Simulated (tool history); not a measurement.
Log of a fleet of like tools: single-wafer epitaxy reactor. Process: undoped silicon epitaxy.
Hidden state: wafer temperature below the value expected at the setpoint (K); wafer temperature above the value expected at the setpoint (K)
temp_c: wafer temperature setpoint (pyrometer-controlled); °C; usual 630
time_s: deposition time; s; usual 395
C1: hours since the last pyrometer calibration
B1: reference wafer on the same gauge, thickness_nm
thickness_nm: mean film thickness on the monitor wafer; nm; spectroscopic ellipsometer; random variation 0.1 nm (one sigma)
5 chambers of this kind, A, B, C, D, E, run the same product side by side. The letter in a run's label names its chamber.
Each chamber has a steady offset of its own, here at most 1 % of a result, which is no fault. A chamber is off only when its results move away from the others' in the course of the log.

Run 1C, day 0.179: usual settings; C1 861.4; B1 41.5. Result: thickness_nm 42.528 nm.
Run 2D, day 0.35: usual settings; C1 92.3; B1 41.487. Result: thickness_nm 42.596 nm.
Run 3A, day 0.442: usual settings; C1 919.4; B1 41.503. Result: thickness_nm 42.851 nm.
Run 4B, day 0.529: usual settings; C1 2439.5; B1 41.492. Result: thickness_nm 42.539 nm.
Run 5E, day 0.646: usual settings; C1 1254.8; B1 41.497. Result: thickness_nm 42.243 nm.
Run 6D, day 0.725: usual settings; C1 101.3; B1 41.512. Result: thickness_nm 42.384 nm.
Run 7E, day 0.867: usual settings; C1 1260.1; B1 41.512. Result: thickness_nm 42.21 nm.
Run 8A, day 0.967: usual settings but temp_c 622 °C, time_s 344 s; C1 932; B1 41.468. Result: thickness_nm 30.926 nm.
Run 9C, day 1.138: usual settings but temp_c 622 °C, time_s 344 s; C1 884.4; B1 41.496. Result: thickness_nm 30.772 nm.
Run 10B, day 1.212: usual settings but temp_c 622 °C, time_s 344 s; C1 2455.9; B1 41.486. Result: thickness_nm 30.98 nm.
Run 11E, day 1.35: usual settings but temp_c 622 °C, time_s 344 s; C1 1271.7; B1 41.506. Result: thickness_nm 30.703 nm.
Run 12B, day 1.429: usual settings but temp_c 622 °C, time_s 344 s; C1 2461.1; B1 41.481. Result: thickness_nm 30.952 nm.
Run 13D, day 1.575: usual settings; C1 121.7; B1 41.49. Result: thickness_nm 42.62 nm.
Run 14A, day 1.717: usual settings but time_s 465 s; C1 950; B1 41.499. Result: thickness_nm 50.417 nm.
Run 15C, day 1.871: usual settings but time_s 465 s; C1 902; B1 41.499. Result: thickness_nm 50.108 nm.
Run 16D, day 2.029: usual settings but time_s 465 s; C1 132.6; B1 41.476. Result: thickness_nm 50.289 nm.
Run 17E, day 2.117: usual settings but time_s 465 s; C1 1290.1; B1 41.488. Result: thickness_nm 49.845 nm.
Run 18C, day 2.242: usual settings but time_s 465 s; C1 910.9; B1 41.494. Result: thickness_nm 49.898 nm.
Run 19B, day 2.375: usual settings; C1 2483.8; B1 41.522. Result: thickness_nm 42.926 nm.
Run 20A, day 2.496: usual settings; C1 968.7; B1 41.518. Result: thickness_nm 42.875 nm.
Run 21B, day 2.633: usual settings; C1 2490; B1 41.511. Result: thickness_nm 42.842 nm.
At day 2.696: chamber B: pyrometer calibrated.
Run 22D, day 2.808: usual settings; C1 151.3; B1 41.5. Result: thickness_nm 42.482 nm.
Run 23A, day 2.921: usual settings; C1 978.9; B1 41.497. Result: thickness_nm 42.915 nm.
Run 24C, day 3.004: usual settings; C1 929.2; B1 41.496. Result: thickness_nm 42.594 nm.
Run 25E, day 3.1: usual settings; C1 1313.7; B1 41.5. Result: thickness_nm 42.27 nm.
Run 26D, day 3.229: usual settings; C1 161.4; B1 41.499. Result: thickness_nm 42.534 nm.
Run 27E, day 3.367: usual settings; C1 1320.1; B1 41.499. Result: thickness_nm 42.151 nm.
Run 28C, day 3.492: usual settings but temp_c 620 °C, time_s 428 s; C1 940.9; B1 41.543. Result: thickness_nm 36.556 nm.
Run 29A, day 3.612: usual settings but temp_c 620 °C, time_s 428 s; C1 995.5; B1 41.524. Result: thickness_nm 36.478 nm.
Run 30B, day 3.712: usual settings but temp_c 620 °C, time_s 428 s; C1 24.5; B1 41.507. Result: thickness_nm 36.03 nm.
Run 31A, day 3.875: usual settings but temp_c 620 °C, time_s 428 s; C1 1001.8; B1 41.497. Result: thickness_nm 36.814 nm.
Run 32E, day 4.042: usual settings but temp_c 620 °C, time_s 428 s; C1 1336.3; B1 41.5. Result: thickness_nm 36.43 nm.
Run 33C, day 4.204: usual settings; C1 958; B1 41.505. Result: thickness_nm 42.518 nm.
Run 34D, day 4.338: usual settings; C1 188; B1 41.508. Result: thickness_nm 42.816 nm.
Run 35B, day 4.496: usual settings; C1 43.3; B1 41.499. Result: thickness_nm 41.577 nm.
Run 36B, day 4.617: usual settings; C1 46.2; B1 41.514. Result: thickness_nm 41.799 nm.
Run 37A, day 4.75: usual settings; C1 1022.8; B1 41.499. Result: thickness_nm 42.918 nm.

All 5 chambers run these settings next. Forecast each chamber's results:
Run 38A, day 4.879: usual settings but temp_c 624 °C. Result: thickness_nm ?.
Run 38B, day 4.879: usual settings but temp_c 624 °C. Result: thickness_nm ?.
Run 38C, day 4.879: usual settings but temp_c 624 °C. Result: thickness_nm ?.
Run 38D, day 4.879: usual settings but temp_c 624 °C. Result: thickness_nm ?.
Run 38E, day 4.879: usual settings but temp_c 624 °C. Result: thickness_nm ?.

run  thickness_nm
38A        37.107
38B        36.448
38C         36.99
38D        37.289
38E        36.732
